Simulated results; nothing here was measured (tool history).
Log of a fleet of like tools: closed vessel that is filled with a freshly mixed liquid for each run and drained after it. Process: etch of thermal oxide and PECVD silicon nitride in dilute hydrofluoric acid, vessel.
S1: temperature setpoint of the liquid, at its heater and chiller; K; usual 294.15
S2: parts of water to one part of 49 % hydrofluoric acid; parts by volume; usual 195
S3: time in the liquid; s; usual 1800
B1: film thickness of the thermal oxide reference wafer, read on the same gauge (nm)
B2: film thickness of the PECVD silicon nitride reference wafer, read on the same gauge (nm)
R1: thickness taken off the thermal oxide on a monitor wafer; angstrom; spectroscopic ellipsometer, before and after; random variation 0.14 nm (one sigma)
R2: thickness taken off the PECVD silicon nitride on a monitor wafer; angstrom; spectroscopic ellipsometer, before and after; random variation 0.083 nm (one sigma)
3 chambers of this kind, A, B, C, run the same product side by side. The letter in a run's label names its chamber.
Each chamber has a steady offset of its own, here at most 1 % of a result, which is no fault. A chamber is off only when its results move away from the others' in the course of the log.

| run | hour | S1 | S2 | S3 | B1 | B2 | R1 | R2 |
|---|---|---|---|---|---|---|---|---|
| 1B | 7 | 294.15 | 195 | 1800 | 30.031 | 109.99 | 353.5 | 131.5 |
| 2A | 13.9 | 294.15 | 195 | 1800 | 30.012 | 109.99 | 358.58 | 128.37 |
| 3C | 19.3 | 294.15 | 195 | 1800 | 30.014 | 109.98 | 361.51 | 131.74 |
|  | 28.2 | chamber B: hydrofluoric acid flow meter replaced |
| 4A | 30.2 | 294.15 | 195 | 1800 | 29.992 | 110.01 | 357.1 | 130.47 |
| 5C | 38.5 | 294.15 | 195 | 1800 | 29.996 | 110.02 | 360.94 | 130.49 |
| 6B | 50.4 | 294.15 | 195 | 1800 | 30.008 | 109.99 | 353.98 | 133.42 |
| 7B | 61.1 | 294.15 | 195 | 1800 | 30.018 | 109.97 | 355.06 | 132.32 |
| 8C | 72 | 294.15 | 195 | 1800 | 29.999 | 110.01 | 360.3 | 130.34 |
| 9A | 78.5 | 294.15 | 195 | 1800 | 30.01 | 109.99 | 356.6 | 129.7 |
| 10B | 90.3 | 294.15 | 285 | 2850 | 29.987 | 110.03 | 351.67 | 143.59 |
| 11C | 102 | 294.15 | 285 | 2850 | 29.993 | 109.99 | 356.3 | 143.38 |
| 12A | 110 | 294.15 | 285 | 2850 | 30.014 | 110 | 352.71 | 141.09 |
| 13C | 117 | 294.15 | 195 | 1800 | 29.998 | 109.98 | 363.05 | 132.7 |
| 14B | 122.9 | 294.15 | 195 | 1800 | 29.984 | 110.02 | 355.44 | 130.62 |
| 15A | 132.1 | 294.15 | 100 | 1800 | 29.992 | 110.03 | 778.21 | 252.62 |
| 16B | 143.7 | 294.15 | 100 | 1800 | 29.995 | 109.99 | 779.17 | 256.11 |
| 17C | 152.3 | 294.15 | 100 | 1800 | 29.999 | 109.97 | 809.98 | 262.21 |
| 18A | 162.3 | 294.15 | 195 | 1800 | 29.999 | 110 | 357.17 | 130.71 |
| 19C | 169.9 | 294.15 | 195 | 1800 | 30.001 | 110.01 | 366.7 | 135.72 |
| 20B | 178.2 | 294.15 | 195 | 1800 | 30.018 | 110.01 | 358.09 | 131.46 |
| 21A | 187.1 | 294.15 | 195 | 1800 | 30.01 | 110.01 | 356.23 | 128.65 |
| 22C | 194.7 | 294.15 | 195 | 1800 | 30.007 | 110.05 | 372.72 | 136.84 |
| 23A | 202.4 | 294.15 | 195 | 1800 | 30.018 | 109.96 | 356.28 | 129.63 |
| 24B | 213.6 | 290.15 | 195 | 1800 | 29.993 | 110 | 303.25 | 101.02 |
| 25C | 223.1 | 290.15 | 195 | 1800 | 30.018 | 110 | 319.81 | 106.9 |
| 26A | 231.3 | 290.15 | 195 | 1800 | 29.989 | 109.96 | 305.31 | 99.701 |

All 3 chambers run these settings next. Forecast each chamber's results:
| 27A | 239.8 | 294.15 | 195 | 2845 |  |  | ? | ? |
| 27B | 239.8 | 294.15 | 195 | 2845 |  |  | ? | ? |
| 27C | 239.8 | 294.15 | 195 | 2845 |  |  | ? | ? |

| run | R1 | R2 |
|---|---|---|
| 27A | 563.08 | 205.92 |
| 27B | 562.73 | 208.19 |
| 27C | 591.54 | 221.03 |
